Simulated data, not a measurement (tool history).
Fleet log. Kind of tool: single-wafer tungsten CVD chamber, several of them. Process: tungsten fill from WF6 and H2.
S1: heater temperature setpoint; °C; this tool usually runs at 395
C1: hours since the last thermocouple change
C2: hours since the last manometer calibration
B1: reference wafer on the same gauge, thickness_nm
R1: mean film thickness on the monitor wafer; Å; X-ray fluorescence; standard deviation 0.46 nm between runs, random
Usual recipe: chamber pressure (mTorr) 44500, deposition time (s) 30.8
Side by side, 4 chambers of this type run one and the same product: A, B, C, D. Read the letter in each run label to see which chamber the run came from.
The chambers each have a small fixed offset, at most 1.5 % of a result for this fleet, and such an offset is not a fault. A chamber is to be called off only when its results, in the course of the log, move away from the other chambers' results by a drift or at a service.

run 1C day=0.346 | S1=395 chamber_pressure_(mTorr)=44500 deposition_time_(s)=30.8 | C1=825.6 C2=659.4 | B1=85.987 | R1=978.68
run 2D day=0.729 | S1=395 chamber_pressure_(mTorr)=44500 deposition_time_(s)=30.8 | C1=401.4 C2=120.8 | B1=86.091 | R1=973.65
run 3A day=1.104 | S1=395 chamber_pressure_(mTorr)=44500 deposition_time_(s)=30.8 | C1=479.7 C2=350.0 | B1=85.978 | R1=964.31
run 4B day=1.438 | S1=395 chamber_pressure_(mTorr)=44500 deposition_time_(s)=30.8 | C1=2284.2 C2=359.1 | B1=85.986 | R1=973.10
run 5A day=1.733 | S1=395 chamber_pressure_(mTorr)=44500 deposition_time_(s)=30.8 | C1=494.8 C2=365.1 | B1=86.048 | R1=969.98
run 6D day=2.058 | S1=395 chamber_pressure_(mTorr)=44500 deposition_time_(s)=30.8 | C1=433.3 C2=152.7 | B1=85.962 | R1=970.61
run 7C day=2.329 | S1=395 chamber_pressure_(mTorr)=44500 deposition_time_(s)=30.8 | C1=873.2 C2=707.0 | B1=85.903 | R1=972.98
run 8B day=2.667 | S1=395 chamber_pressure_(mTorr)=44500 deposition_time_(s)=30.8 | C1=2313.7 C2=388.6 | B1=86.048 | R1=973.27
run 9C day=2.896 | S1=382 chamber_pressure_(mTorr)=44500 deposition_time_(s)=30.8 | C1=886.8 C2=720.6 | B1=86.084 | R1=762.32
run 10A day=3.146 | S1=382 chamber_pressure_(mTorr)=44500 deposition_time_(s)=30.8 | C1=528.7 C2=399.0 | B1=86.093 | R1=751.43
run 11B day=3.412 | S1=382 chamber_pressure_(mTorr)=44500 deposition_time_(s)=30.8 | C1=2331.6 C2=406.5 | B1=85.954 | R1=757.42
run 12D day=3.650 | S1=382 chamber_pressure_(mTorr)=44500 deposition_time_(s)=30.8 | C1=471.5 C2=190.9 | B1=86.086 | R1=748.33
-- day=3.829 chamber B: thermocouple changed; heater temperature recalibrated
run 13A day=3.954 | S1=395 chamber_pressure_(mTorr)=44500 deposition_time_(s)=30.8 | C1=548.1 C2=418.4 | B1=85.950 | R1=966.14
run 14C day=4.171 | S1=395 chamber_pressure_(mTorr)=44500 deposition_time_(s)=30.8 | C1=917.4 C2=751.2 | B1=85.949 | R1=970.57
run 15D day=4.512 | S1=395 chamber_pressure_(mTorr)=44500 deposition_time_(s)=33.4 | C1=492.2 C2=211.6 | B1=86.000 | R1=1054.90
run 16B day=4.704 | S1=395 chamber_pressure_(mTorr)=44500 deposition_time_(s)=33.4 | C1=21.0 C2=437.5 | B1=85.938 | R1=1004.00
run 17B day=5.000 | S1=395 chamber_pressure_(mTorr)=44500 deposition_time_(s)=33.4 | C1=28.1 C2=444.6 | B1=86.036 | R1=995.35
run 18C day=5.312 | S1=395 chamber_pressure_(mTorr)=44500 deposition_time_(s)=33.4 | C1=944.8 C2=778.6 | B1=86.028 | R1=1060.80
run 19D day=5.654 | S1=395 chamber_pressure_(mTorr)=44500 deposition_time_(s)=30.8 | C1=519.6 C2=239.0 | B1=86.008 | R1=972.42
run 20A day=5.900 | S1=395 chamber_pressure_(mTorr)=44500 deposition_time_(s)=30.8 | C1=594.8 C2=465.1 | B1=85.946 | R1=977.52
run 21C day=6.229 | S1=395 chamber_pressure_(mTorr)=44500 deposition_time_(s)=30.8 | C1=966.8 C2=800.6 | B1=86.008 | R1=979.81
run 22B day=6.608 | S1=395 chamber_pressure_(mTorr)=53400 deposition_time_(s)=33.9 | C1=66.7 C2=483.2 | B1=85.922 | R1=1112.00
run 23D day=7.008 | S1=395 chamber_pressure_(mTorr)=53400 deposition_time_(s)=33.9 | C1=552.1 C2=271.5 | B1=86.010 | R1=1156.00
run 24A day=7.200 | S1=395 chamber_pressure_(mTorr)=53400 deposition_time_(s)=33.9 | C1=626.0 C2=496.3 | B1=86.031 | R1=1167.90
run 25A day=7.467 | S1=395 chamber_pressure_(mTorr)=53400 deposition_time_(s)=33.9 | C1=632.4 C2=502.7 | B1=86.008 | R1=1151.00
run 26D day=7.733 | S1=395 chamber_pressure_(mTorr)=44500 deposition_time_(s)=30.8 | C1=569.5 C2=288.9 | B1=86.074 | R1=968.25
run 27B day=7.975 | S1=395 chamber_pressure_(mTorr)=44500 deposition_time_(s)=30.8 | C1=99.5 C2=516.0 | B1=85.920 | R1=925.34
run 28C day=8.308 | S1=395 chamber_pressure_(mTorr)=53500 deposition_time_(s)=30.8 | C1=1016.7 C2=850.5 | B1=86.074 | R1=1062.70
run 29C day=8.679 | S1=395 chamber_pressure_(mTorr)=53500 deposition_time_(s)=30.8 | C1=1025.6 C2=859.4 | B1=86.029 | R1=1055.70
run 30B day=8.904 | S1=395 chamber_pressure_(mTorr)=53500 deposition_time_(s)=30.8 | C1=121.8 C2=538.3 | B1=86.013 | R1=1005.00
run 31D day=9.162 | S1=395 chamber_pressure_(mTorr)=53500 deposition_time_(s)=30.8 | C1=603.8 C2=323.2 | B1=85.916 | R1=1057.20

All 4 chambers run these settings next. Forecast each chamber's results:
run 32A day=9.450 | S1=395 chamber_pressure_(mTorr)=54700 deposition_time_(s)=30.8 | R1=?
run 32B day=9.450 | S1=395 chamber_pressure_(mTorr)=54700 deposition_time_(s)=30.8 | R1=?
run 32C day=9.450 | S1=395 chamber_pressure_(mTorr)=54700 deposition_time_(s)=30.8 | R1=?
run 32D day=9.450 | S1=395 chamber_pressure_(mTorr)=54700 deposition_time_(s)=30.8 | R1=?

run=32A R1=1065.20
run=32B R1=1011.30
run=32C R1=1070.30
run=32D R1=1067.00
